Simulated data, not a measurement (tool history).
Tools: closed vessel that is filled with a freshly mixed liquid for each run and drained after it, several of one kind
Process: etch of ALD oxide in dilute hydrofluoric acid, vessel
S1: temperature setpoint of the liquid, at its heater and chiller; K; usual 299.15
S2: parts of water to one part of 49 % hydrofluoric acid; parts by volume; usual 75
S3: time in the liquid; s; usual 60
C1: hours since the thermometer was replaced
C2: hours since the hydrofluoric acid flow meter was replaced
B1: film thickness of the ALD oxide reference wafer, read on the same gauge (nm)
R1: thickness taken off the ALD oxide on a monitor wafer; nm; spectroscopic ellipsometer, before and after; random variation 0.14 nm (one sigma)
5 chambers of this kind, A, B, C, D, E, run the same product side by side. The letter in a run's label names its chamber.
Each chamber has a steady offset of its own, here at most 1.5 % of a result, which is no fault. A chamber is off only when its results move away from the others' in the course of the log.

run   hour      S1  S2  S3      C1      C2      B1      R1
 1C      8  299.15  75  60  1967.1   116.2  39.989  16.088
 2E   16.3  299.15  75  60   729.1   822.4  40.042  16.567
 3B   21.7  299.15  75  60   629.2   307.9  40.047  16.232
 4A     26  299.15  75  60   575.8   875.2  39.966   16.61
 5D   30.6  299.15  75  60   350.4   706.2  39.977  16.613
 6E   39.2  299.15  75  60     752   845.3  40.051  16.387
 7D   45.9  299.15  75  60   365.7   721.5  40.028  16.543
 8C   50.8  299.15  75  60  2009.9     159  40.035  15.991
 9A   56.6  299.15  75  60   606.4   905.8   39.98  16.516
10B   61.6  299.15  75  60   669.1   347.8  39.982  16.331
11B   67.9  299.15  75  60   675.4   354.1  39.989   16.15
12C   76.3  299.15  75  60  2035.4   184.5  39.987  15.894
13D   84.1  299.15  75  60   403.9   759.7  40.003  17.102
14A   91.8  302.65  75  60   641.6     941  39.972  19.314
15E   97.2  302.65  75  60     810   903.3  40.041  19.092
16D  102.8  302.65  75  60   422.6   778.4  40.045  19.219
17A  107.5  302.65  75  60   657.3   956.7  40.025  18.754
18E  114.9  302.65  75  60   827.7     921  40.024  19.089
19C  119.1  299.15  75  60  2078.2   227.3  40.002  16.213
20B  124.1  299.15  75  60   731.6   410.3  39.989  16.299
21B  131.6  299.15  75  60   739.1   417.8  40.025  16.373
22E  136.8  299.15  75  60   849.6   942.9  39.989  16.695
23A  144.1  299.15  75  60   693.9   993.3  39.976  16.758
24C    149  299.15  75  60  2108.1   257.2  40.032  16.192
25D  152.9  299.15  75  60   472.7   828.5  39.989  17.265
26C  158.7  299.15  75  60  2117.8   266.9  39.992  15.931
     162.7  -- chamber C: thermometer replaced
27B  167.1  299.15  75  60   774.6   453.3  39.997  16.592
28E  173.2  299.15  75  60     886   979.3  39.999   16.43
29D  177.4  299.15  75  60   497.2     853  40.012  17.652
30A  182.2  299.15  75  60     732  1031.4  40.009  16.891
31E  189.1  299.15  75  60   901.9   995.2  39.965   16.49
32B  196.4  299.15  75  60   803.9   482.6      40  16.193
33A  202.2  299.15  75  60     752  1051.4  39.946  16.906
34C  207.9  299.15  75  60    45.2   316.1  40.033  16.157
35D    212  299.15  75  60   531.8   887.6  40.006  17.757

Next, every chamber runs the same settings. What will each give?
36A  218.2  299.15  75  40               ?
36B  218.2  299.15  75  40               ?
36C  218.2  299.15  75  40               ?
36D  218.2  299.15  75  40               ?
36E  218.2  299.15  75  40               ?

run      R1
36A  11.094
36B  10.807
36C  10.725
36D  11.861
36E  11.099
